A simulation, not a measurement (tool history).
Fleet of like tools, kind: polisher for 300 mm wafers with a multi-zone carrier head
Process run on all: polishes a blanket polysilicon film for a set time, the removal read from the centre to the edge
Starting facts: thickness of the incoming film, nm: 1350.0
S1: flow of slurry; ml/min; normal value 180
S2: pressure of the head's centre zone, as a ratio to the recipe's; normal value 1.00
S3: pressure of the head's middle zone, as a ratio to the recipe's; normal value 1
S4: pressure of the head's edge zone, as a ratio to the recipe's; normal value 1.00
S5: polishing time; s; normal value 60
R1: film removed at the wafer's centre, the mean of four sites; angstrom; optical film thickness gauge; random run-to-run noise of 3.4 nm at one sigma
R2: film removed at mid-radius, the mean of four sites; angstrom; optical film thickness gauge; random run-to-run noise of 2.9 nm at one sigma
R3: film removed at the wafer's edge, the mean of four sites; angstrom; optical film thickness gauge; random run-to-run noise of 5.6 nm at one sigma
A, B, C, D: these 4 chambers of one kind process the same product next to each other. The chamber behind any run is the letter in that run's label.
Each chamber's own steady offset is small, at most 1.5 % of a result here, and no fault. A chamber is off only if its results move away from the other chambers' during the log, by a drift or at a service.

| run | hour | S1 | S2 | S3 | S4 | S5 | R1 | R2 | R3 |
|---|---|---|---|---|---|---|---|---|---|
| 1D | 4.7 | 180 | 1.00 | 1 | 1.00 | 60 | 4127.1 | 4088.0 | 4146.5 |
| 2C | 10.1 | 180 | 1.00 | 1 | 1.00 | 60 | 4119.2 | 4106.9 | 4038.2 |
|  | 13.6 | chamber A: worn pad replaced by a new one |
|  | 14.2 | chamber B: worn pad replaced by a new one |
| 3B | 17.5 | 180 | 1.00 | 1 | 1.00 | 60 | 4078.3 | 4061.0 | 4190.7 |
| 4A | 23.9 | 180 | 1.00 | 1 | 1.00 | 60 | 4098.1 | 4165.9 | 4114.1 |
| 5D | 27.8 | 180 | 1.00 | 1 | 1.10 | 60 | 4055.1 | 4113.9 | 4308.2 |
| 6B | 32.2 | 180 | 1.00 | 1 | 1.10 | 60 | 4124.4 | 4028.7 | 4256.8 |
| 7A | 39.9 | 180 | 1.00 | 1 | 1.10 | 60 | 4136.4 | 4051.8 | 4281.2 |
| 8C | 44.9 | 180 | 1.00 | 1 | 1.10 | 60 | 4079.5 | 4174.1 | 4303.7 |
| 9B | 51.7 | 180 | 1.00 | 1 | 1.00 | 60 | 4088.0 | 4098.0 | 4105.4 |
| 10D | 57.1 | 180 | 1.00 | 1 | 1.00 | 60 | 4099.5 | 4078.1 | 4149.5 |
|  | 57.5 | chamber A: worn pad replaced by a new one |
| 11C | 65.1 | 180 | 1.06 | 1 | 0.90 | 60 | 4254.9 | 4138.4 | 3902.5 |
|  | 65.6 | chamber B: worn pad replaced by a new one |
| 12A | 71.7 | 180 | 1.06 | 1 | 0.90 | 60 | 4325.3 | 4145.8 | 3842.4 |
|  | 72.6 | chamber D: worn pad replaced by a new one |
| 13A | 75.3 | 180 | 1.06 | 1 | 0.90 | 60 | 4313.6 | 4096.2 | 3904.9 |
|  | 77.5 | chamber C: worn pad replaced by a new one |
| 14C | 79.4 | 180 | 1.06 | 1 | 0.90 | 60 | 4387.5 | 4134.6 | 3807.6 |
| 15D | 83.5 | 180 | 1.00 | 1 | 1.00 | 60 | 4130.4 | 4142.9 | 4142.3 |
| 16B | 91.4 | 180 | 1.00 | 1 | 1.00 | 60 | 4144.9 | 4101.2 | 4184.7 |
| 17B | 96.2 | 180 | 1.00 | 1 | 1.00 | 60 | 4045.6 | 4010.4 | 4121.6 |
| 18C | 102.6 | 155 | 1.00 | 1 | 0.93 | 60 | 4023.6 | 4048.5 | 3790.6 |
|  | 105.6 | chamber A: worn pad replaced by a new one |
| 19D | 108.1 | 155 | 1.00 | 1 | 0.93 | 60 | 3917.3 | 4015.2 | 3878.5 |
| 20A | 113.7 | 155 | 1.00 | 1 | 0.93 | 60 | 4022.6 | 3994.9 | 3823.2 |
|  | 119.0 | chamber B: worn pad replaced by a new one |
| 21D | 121.8 | 155 | 1.00 | 1 | 0.93 | 60 | 3944.9 | 4008.2 | 3804.1 |
| 22A | 129.4 | 180 | 1.00 | 1 | 1.00 | 60 | 4112.1 | 4144.2 | 4109.6 |
|  | 130.3 | chamber D: slurry nozzle cleaned |
| 23B | 136.6 | 180 | 1.00 | 1 | 1.00 | 60 | 4004.0 | 4110.7 | 4123.9 |
| 24C | 144.5 | 180 | 1.00 | 1 | 1.00 | 75 | 5123.8 | 5207.2 | 5103.4 |
| 25A | 148.8 | 180 | 1.00 | 1 | 1.00 | 75 | 5201.2 | 5169.8 | 5166.7 |
|  | 151.6 | chamber A: worn pad replaced by a new one |
| 26D | 155.6 | 180 | 1.00 | 1 | 1.00 | 75 | 5116.2 | 5129.2 | 5092.0 |
|  | 156.1 | chamber D: worn pad replaced by a new one |
| 27C | 159.9 | 180 | 1.00 | 1 | 1.00 | 75 | 5102.4 | 5079.6 | 5124.4 |
| 28B | 166.9 | 180 | 1.00 | 1 | 1.00 | 60 | 3992.4 | 4152.5 | 4062.6 |
|  | 173.0 | chamber B: worn pad replaced by a new one |
| 29B | 173.1 | 180 | 1.00 | 1 | 1.00 | 60 | 3914.9 | 4058.5 | 4095.7 |
| 30D | 179.4 | 180 | 1.00 | 1 | 1.00 | 71 | 4800.5 | 4888.4 | 4798.6 |
| 31A | 186.1 | 180 | 1.00 | 1 | 1.00 | 71 | 4774.9 | 4788.2 | 4954.5 |
| 32C | 191.5 | 180 | 1.00 | 1 | 1.00 | 71 | 4871.6 | 4934.7 | 4701.9 |
|  | 193.6 | chamber C: worn pad replaced by a new one |
| 33A | 196.9 | 180 | 1.00 | 1 | 1.00 | 71 | 4876.1 | 4872.4 | 4929.5 |
| 34D | 202.3 | 180 | 1.00 | 1 | 1.00 | 60 | 4021.0 | 4098.0 | 4106.4 |
|  | 206.9 | chamber A: worn pad replaced by a new one |
| 35C | 209.9 | 130 | 1.00 | 1 | 1.00 | 40 | 2521.1 | 2571.6 | 2561.6 |
| 36B | 215.6 | 130 | 1.00 | 1 | 1.00 | 40 | 2404.4 | 2531.7 | 2650.4 |
| 37B | 220.3 | 130 | 1.00 | 1 | 1.00 | 40 | 2382.3 | 2575.2 | 2658.9 |
| 38A | 224.8 | 130 | 1.00 | 1 | 1.00 | 40 | 2560.3 | 2601.4 | 2670.4 |
| 39C | 229.2 | 180 | 1.00 | 1 | 1.00 | 60 | 4033.0 | 4113.0 | 4056.5 |
| 40D | 233.9 | 180 | 1.00 | 1 | 1.00 | 60 | 4085.3 | 4115.2 | 4191.2 |
| 41D | 237.7 | 180 | 1.00 | 1 | 1.00 | 60 | 4059.4 | 4091.9 | 4077.2 |

For the next run the whole fleet of 4 chambers uses the same settings. Give each chamber's results:
| 42A | 243.5 | 180 | 1.00 | 1 | 1.00 | 60 | ? | ? | ? |
| 42B | 243.5 | 180 | 1.00 | 1 | 1.00 | 60 | ? | ? | ? |
| 42C | 243.5 | 180 | 1.00 | 1 | 1.00 | 60 | ? | ? | ? |
| 42D | 243.5 | 180 | 1.00 | 1 | 1.00 | 60 | ? | ? | ? |

| run | R1 | R2 | R3 |
|---|---|---|---|
| 42A | 4079.4 | 4182.0 | 4147.3 |
| 42B | 3790.4 | 4094.5 | 4102.3 |
| 42C | 4073.0 | 4074.3 | 3987.9 |
| 42D | 4054.8 | 4082.1 | 4165.9 |
